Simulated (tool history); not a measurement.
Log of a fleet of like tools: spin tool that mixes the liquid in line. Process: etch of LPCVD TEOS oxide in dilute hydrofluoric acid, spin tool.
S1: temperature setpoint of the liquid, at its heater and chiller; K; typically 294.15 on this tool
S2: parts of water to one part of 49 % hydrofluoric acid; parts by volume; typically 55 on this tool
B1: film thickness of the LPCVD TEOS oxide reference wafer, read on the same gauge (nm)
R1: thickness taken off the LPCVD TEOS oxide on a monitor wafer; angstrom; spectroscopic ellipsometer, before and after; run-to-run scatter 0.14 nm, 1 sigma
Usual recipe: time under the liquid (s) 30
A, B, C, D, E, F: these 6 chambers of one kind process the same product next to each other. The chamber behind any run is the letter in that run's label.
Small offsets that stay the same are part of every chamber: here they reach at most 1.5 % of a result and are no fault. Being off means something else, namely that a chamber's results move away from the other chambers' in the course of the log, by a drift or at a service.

run 1D hour=9.3 | S1=294.15 S2=55 time_under_the_liquid_(s)=30 | B1=100.040 | R1=213.45
run 2C hour=21.0 | S1=294.15 S2=55 time_under_the_liquid_(s)=30 | B1=99.974 | R1=218.36
run 3A hour=31.3 | S1=294.15 S2=55 time_under_the_liquid_(s)=30 | B1=99.955 | R1=217.13
run 4B hour=43.9 | S1=294.15 S2=55 time_under_the_liquid_(s)=30 | B1=99.988 | R1=212.05
run 5F hour=54.9 | S1=294.15 S2=55 time_under_the_liquid_(s)=30 | B1=100.010 | R1=218.53
run 6E hour=63.7 | S1=294.15 S2=55 time_under_the_liquid_(s)=30 | B1=100.030 | R1=211.55
run 7F hour=74.7 | S1=294.15 S2=55 time_under_the_liquid_(s)=30 | B1=99.990 | R1=215.19
run 8C hour=83.7 | S1=294.15 S2=55 time_under_the_liquid_(s)=30 | B1=100.040 | R1=214.44
run 9A hour=95.8 | S1=294.15 S2=55 time_under_the_liquid_(s)=30 | B1=100.050 | R1=216.16
run 10B hour=109.0 | S1=294.15 S2=55 time_under_the_liquid_(s)=30 | B1=100.040 | R1=215.40
-- hour=115.4 chamber B: thermometer replaced
run 11E hour=119.9 | S1=294.15 S2=55 time_under_the_liquid_(s)=30 | B1=100.030 | R1=213.60
run 12D hour=133.9 | S1=294.15 S2=55 time_under_the_liquid_(s)=30 | B1=100.010 | R1=213.75
run 13B hour=144.2 | S1=294.15 S2=55 time_under_the_liquid_(s)=30 | B1=99.991 | R1=218.20
run 14A hour=158.7 | S1=294.15 S2=55 time_under_the_liquid_(s)=30 | B1=99.966 | R1=215.23
run 15D hour=165.6 | S1=294.15 S2=55 time_under_the_liquid_(s)=30 | B1=99.981 | R1=214.93
run 16F hour=177.0 | S1=294.15 S2=55 time_under_the_liquid_(s)=30 | B1=99.968 | R1=215.30
run 17C hour=190.0 | S1=294.15 S2=55 time_under_the_liquid_(s)=30 | B1=99.954 | R1=216.64
run 18E hour=201.1 | S1=294.15 S2=55 time_under_the_liquid_(s)=30 | B1=99.982 | R1=212.28
run 19D hour=208.5 | S1=294.15 S2=55 time_under_the_liquid_(s)=30 | B1=100.030 | R1=214.92
run 20C hour=220.4 | S1=294.15 S2=55 time_under_the_liquid_(s)=30 | B1=100.080 | R1=216.72
run 21B hour=228.8 | S1=296.15 S2=55 time_under_the_liquid_(s)=30 | B1=99.985 | R1=232.44
run 22A hour=237.2 | S1=296.15 S2=55 time_under_the_liquid_(s)=30 | B1=99.988 | R1=230.78
run 23E hour=244.3 | S1=296.15 S2=55 time_under_the_liquid_(s)=30 | B1=99.933 | R1=230.46
run 24F hour=251.0 | S1=296.15 S2=55 time_under_the_liquid_(s)=30 | B1=100.030 | R1=234.67
-- hour=263.1 chamber E: thermometer replaced
run 25B hour=263.9 | S1=296.15 S2=55 time_under_the_liquid_(s)=30 | B1=100.010 | R1=232.33
run 26E hour=271.6 | S1=296.15 S2=55 time_under_the_liquid_(s)=30 | B1=99.985 | R1=231.10
run 27D hour=282.7 | S1=294.15 S2=55 time_under_the_liquid_(s)=30 | B1=99.988 | R1=211.89
run 28A hour=289.4 | S1=294.15 S2=55 time_under_the_liquid_(s)=30 | B1=99.986 | R1=209.75
run 29C hour=299.7 | S1=294.15 S2=55 time_under_the_liquid_(s)=30 | B1=99.973 | R1=216.28
run 30F hour=312.5 | S1=294.15 S2=55 time_under_the_liquid_(s)=30 | B1=99.979 | R1=215.00
run 31E hour=319.7 | S1=294.15 S2=55 time_under_the_liquid_(s)=30 | B1=99.972 | R1=212.09
run 32B hour=330.5 | S1=294.15 S2=55 time_under_the_liquid_(s)=30 | B1=99.975 | R1=214.62
run 33D hour=337.8 | S1=294.15 S2=55 time_under_the_liquid_(s)=30 | B1=99.981 | R1=214.82
run 34A hour=345.1 | S1=294.15 S2=45 time_under_the_liquid_(s)=30 | B1=100.030 | R1=256.71
run 35F hour=359.3 | S1=294.15 S2=45 time_under_the_liquid_(s)=30 | B1=99.980 | R1=266.09
run 36C hour=368.4 | S1=294.15 S2=45 time_under_the_liquid_(s)=30 | B1=100.060 | R1=266.76
run 37B hour=375.2 | S1=294.15 S2=45 time_under_the_liquid_(s)=30 | B1=100.000 | R1=266.23
run 38E hour=389.7 | S1=294.15 S2=45 time_under_the_liquid_(s)=30 | B1=99.960 | R1=265.48
run 39A hour=403.4 | S1=294.15 S2=45 time_under_the_liquid_(s)=30 | B1=100.020 | R1=253.36
run 40D hour=410.7 | S1=294.15 S2=55 time_under_the_liquid_(s)=30 | B1=100.010 | R1=215.59
run 41F hour=424.0 | S1=294.15 S2=55 time_under_the_liquid_(s)=30 | B1=99.989 | R1=215.16
run 42C hour=436.5 | S1=294.15 S2=55 time_under_the_liquid_(s)=30 | B1=100.000 | R1=217.22

All 6 chambers run these settings next. Forecast each chamber's results:
run 43A hour=447.0 | S1=291.15 S2=55 time_under_the_liquid_(s)=30 | R1=?
run 43B hour=447.0 | S1=291.15 S2=55 time_under_the_liquid_(s)=30 | R1=?
run 43C hour=447.0 | S1=291.15 S2=55 time_under_the_liquid_(s)=30 | R1=?
run 43D hour=447.0 | S1=291.15 S2=55 time_under_the_liquid_(s)=30 | R1=?
run 43E hour=447.0 | S1=291.15 S2=55 time_under_the_liquid_(s)=30 | R1=?
run 43F hour=447.0 | S1=291.15 S2=55 time_under_the_liquid_(s)=30 | R1=?

run=43A R1=178.55
run=43B R1=189.95
run=43C R1=188.54
run=43D R1=190.57
run=43E R1=190.40
run=43F R1=189.34
